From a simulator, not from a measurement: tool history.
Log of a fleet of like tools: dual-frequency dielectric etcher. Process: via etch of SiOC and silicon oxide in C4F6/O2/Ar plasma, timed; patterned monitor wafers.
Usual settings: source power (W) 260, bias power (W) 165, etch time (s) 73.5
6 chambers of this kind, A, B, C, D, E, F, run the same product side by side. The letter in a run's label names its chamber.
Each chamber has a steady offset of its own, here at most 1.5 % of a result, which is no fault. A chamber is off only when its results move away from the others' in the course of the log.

run	hour	source power (W)	bias power (W)	etch time (s)	read-back reference wafer on the same gauge, depth_nm	mean etch depth across the wafer (angstrom)
1E	9.3	260	165	73.5	71.014	682.28
2C	13.7	260	165	73.5	70.993	685.88
3F	19.5	260	165	73.5	70.954	679.69
4D	25.9	260	165	73.5	70.989	682.98
5B	30.5	230	191	73.5	71.051	682.73
# hour 34.4: chamber C: wet clean of the chamber
6A	37.3	230	191	73.5	71.027	676.21
7A	45.3	230	191	73.5	70.932	670.25
8C	54.2	230	191	73.5	71.022	689.37
9E	58.6	230	191	73.5	70.998	687.77
10D	62.9	230	191	73.5	71.030	689.30
11F	72.1	260	165	73.5	71.003	681.53
12B	76.4	260	165	73.5	71.004	682.96
13B	84.8	260	165	73.5	70.975	686.48
# hour 87.6: chamber E: wet clean of the chamber
14E	90.1	260	165	73.5	70.947	683.51
15A	99.9	260	165	73.5	70.971	668.04
16C	109.6	260	148	73.5	70.968	660.43
17D	115.1	260	148	73.5	70.974	661.68
# hour 115.7: chamber A: wet clean of the chamber
18F	122.1	260	148	73.5	70.991	661.19
19E	127.1	260	148	73.5	70.999	662.32
20A	133.7	260	148	73.5	71.075	632.56
21F	143.3	260	148	73.5	70.995	654.81
# hour 149.8: chamber B: wet clean of the chamber
22D	150.6	260	165	73.5	71.034	683.74
23C	158.3	260	129	73.5	70.981	632.70
# hour 158.6: chamber F: wet clean of the chamber
24B	164.3	260	129	73.5	71.003	633.65
25A	169.2	260	129	73.5	70.967	604.18
26D	176.3	260	129	73.5	71.009	636.69
27E	181.0	260	129	73.5	71.030	633.25
28B	189.3	260	129	73.5	70.954	626.00
29C	195.1	300	165	73.5	70.989	725.70
30F	201.3	300	165	73.5	70.967	717.42
31A	205.9	300	165	73.5	71.037	694.18
# hour 211.2: chamber F: source power generator calibrated
32C	215.4	300	165	73.5	71.032	725.27
33F	224.8	300	165	73.5	70.999	721.92
34D	232.7	300	165	73.5	70.992	726.26
35E	241.0	280	165	64.0	71.045	614.41
36B	247.9	280	165	64.0	70.983	609.29
37A	254.1	280	165	64.0	70.979	588.74
38C	259.9	280	165	64.0	71.019	611.10
39F	267.8	280	165	64.0	71.077	606.43
40B	272.7	280	165	64.0	70.944	610.21
41D	278.8	260	165	73.5	70.985	683.09

What goes on in this fleet: one chamber off, a drifting gauge, or nothing beyond the chambers' own small offsets? Name the chamber and the cause, if any.

A service left chamber A off against the others.
Cause: etch rate under this chamber's usual, % = 2.82.

Here are 4 candidates for chamber A's next run, each the usual settings with a change, their results left as question marks. Which one brings its results back in line with what the others give on the usual settings?
In line means no further than this from the other chambers' mean on the usual settings: mean etch depth across the wafer (angstrom) 8.10
42A-1	285.9	260	187	73.5		?
42A-2	285.9	260	165	72.5		?
42A-3	285.9	260	165	70.5		?
42A-4	285.9	260	165	74.5		?

The other chambers' mean on the usual settings: mean etch depth across the wafer (angstrom) 684.83
run	mean etch depth across the wafer (angstrom)
42A-1	683.60
42A-2	647.01
42A-3	629.17
42A-4	664.86
42A-1 brings the chamber back in line.
